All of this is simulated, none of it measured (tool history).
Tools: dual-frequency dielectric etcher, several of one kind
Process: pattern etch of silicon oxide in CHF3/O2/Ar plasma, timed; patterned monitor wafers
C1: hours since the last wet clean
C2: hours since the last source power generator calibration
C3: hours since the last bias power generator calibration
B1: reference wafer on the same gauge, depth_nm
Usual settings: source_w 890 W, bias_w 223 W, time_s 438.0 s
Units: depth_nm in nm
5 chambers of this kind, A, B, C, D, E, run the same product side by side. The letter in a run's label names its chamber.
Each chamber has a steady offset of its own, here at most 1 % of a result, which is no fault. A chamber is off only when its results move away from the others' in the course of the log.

Run 1A, hour 5.8: usual settings; C1 5.8; C2 883.8; C3 787.5; B1 1080.0. Result: depth_nm 1092.7 nm.
Run 2B, hour 12.2: usual settings; C1 357.8; C2 1594.1; C3 78.6; B1 1079.5. Result: depth_nm 1091.9 nm.
Run 3E, hour 18.9: usual settings; C1 55.4; C2 762.1; C3 2205.8; B1 1079.5. Result: depth_nm 1082.3 nm.
Run 4C, hour 23.6: usual settings; C1 258.5; C2 2009.2; C3 85.0; B1 1079.0. Result: depth_nm 1082.9 nm.
Run 5D, hour 29.6: usual settings; C1 145.4; C2 907.2; C3 1554.7; B1 1079.2. Result: depth_nm 1070.4 nm.
Run 6C, hour 35.2: usual settings but source_w 780 W, time_s 513.5 s; C1 270.1; C2 2020.8; C3 96.6; B1 1078.9. Result: depth_nm 1207.1 nm.
Run 7E, hour 41.3: usual settings but source_w 780 W, time_s 513.5 s; C1 77.8; C2 784.5; C3 2228.2; B1 1078.5. Result: depth_nm 1205.8 nm.
Run 8A, hour 47.7: usual settings but source_w 780 W, time_s 513.5 s; C1 47.7; C2 925.7; C3 829.4; B1 1078.2. Result: depth_nm 1217.6 nm.
Run 9B, hour 53.9: usual settings but source_w 780 W, time_s 513.5 s; C1 399.5; C2 1635.8; C3 120.3; B1 1078.1. Result: depth_nm 1212.6 nm.
Run 10D, hour 59.3: usual settings but source_w 780 W, time_s 513.5 s; C1 175.1; C2 936.9; C3 1584.4; B1 1077.9. Result: depth_nm 1193.0 nm.
Run 11D, hour 64.2: usual settings; C1 180.0; C2 941.8; C3 1589.3; B1 1077.6. Result: depth_nm 1070.9 nm.
Run 12A, hour 70.4: usual settings but time_s 566.5 s; C1 70.4; C2 948.4; C3 852.1; B1 1077.5. Result: depth_nm 1408.2 nm.
Run 13B, hour 74.5: usual settings but time_s 566.5 s; C1 420.1; C2 1656.4; C3 140.9; B1 1077.2. Result: depth_nm 1409.1 nm.
Run 14C, hour 78.0: usual settings but time_s 566.5 s; C1 312.9; C2 2063.6; C3 139.4; B1 1076.9. Result: depth_nm 1396.0 nm.
Run 15E, hour 82.8: usual settings but time_s 566.5 s; C1 119.3; C2 826.0; C3 2269.7; B1 1077.2. Result: depth_nm 1393.7 nm.
Run 16E, hour 90.5: usual settings but time_s 566.5 s; C1 127.0; C2 833.7; C3 2277.4; B1 1077.0. Result: depth_nm 1395.7 nm.
Run 17A, hour 96.8: usual settings; C1 96.8; C2 974.8; C3 878.5; B1 1076.5. Result: depth_nm 1088.4 nm.
Run 18C, hour 101.9: usual settings; C1 336.8; C2 2087.5; C3 163.3; B1 1076.4. Result: depth_nm 1078.5 nm.
Run 19D, hour 106.5: usual settings; C1 222.3; C2 984.1; C3 1631.6; B1 1076.3. Result: depth_nm 1069.6 nm.
Run 20B, hour 113.6: usual settings; C1 459.2; C2 1695.5; C3 180.0; B1 1075.5. Result: depth_nm 1085.5 nm.
At hour 118.4: chamber B: wet clean of the chamber.
Run 21D, hour 120.7: usual settings; C1 236.5; C2 998.3; C3 1645.8; B1 1075.2. Result: depth_nm 1068.8 nm.
Run 22B, hour 125.7: usual settings; C1 7.4; C2 1707.6; C3 192.1; B1 1075.7. Result: depth_nm 1087.0 nm.
Run 23C, hour 132.9: usual settings; C1 367.8; C2 2118.5; C3 194.3; B1 1075.6. Result: depth_nm 1079.0 nm.
Run 24E, hour 136.4: usual settings; C1 172.9; C2 879.6; C3 2323.3; B1 1075.2. Result: depth_nm 1079.1 nm.
At hour 139.7: chamber C: wet clean of the chamber.
Run 25A, hour 140.3: usual settings; C1 140.3; C2 1018.3; C3 922.0; B1 1075.7. Result: depth_nm 1088.8 nm.
Run 26E, hour 144.8: usual settings; C1 181.3; C2 888.0; C3 2331.7; B1 1074.8. Result: depth_nm 1077.3 nm.
Run 27C, hour 151.5: usual settings; C1 11.8; C2 2137.1; C3 212.9; B1 1074.4. Result: depth_nm 1077.8 nm.
Run 28B, hour 157.5: usual settings; C1 39.2; C2 1739.4; C3 223.9; B1 1074.4. Result: depth_nm 1086.8 nm.
Run 29A, hour 160.9: usual settings; C1 160.9; C2 1038.9; C3 942.6; B1 1074.4. Result: depth_nm 1087.6 nm.
Run 30D, hour 165.1: usual settings; C1 280.9; C2 1042.7; C3 1690.2; B1 1074.3. Result: depth_nm 1066.5 nm.
Run 31D, hour 169.0: usual settings; C1 284.8; C2 1046.6; C3 1694.1; B1 1074.3. Result: depth_nm 1069.0 nm.
Run 32B, hour 172.3: usual settings; C1 54.0; C2 1754.2; C3 238.7; B1 1074.1. Result: depth_nm 1084.6 nm.

What goes on in this fleet: one chamber off, a drifting gauge, or nothing beyond the chambers' own small offsets? Name the chamber and the cause, if any.

The gauge drifts, so all chambers seem to drift together. No chamber is off.
Cause: gauge reads low (%) = 0.58.
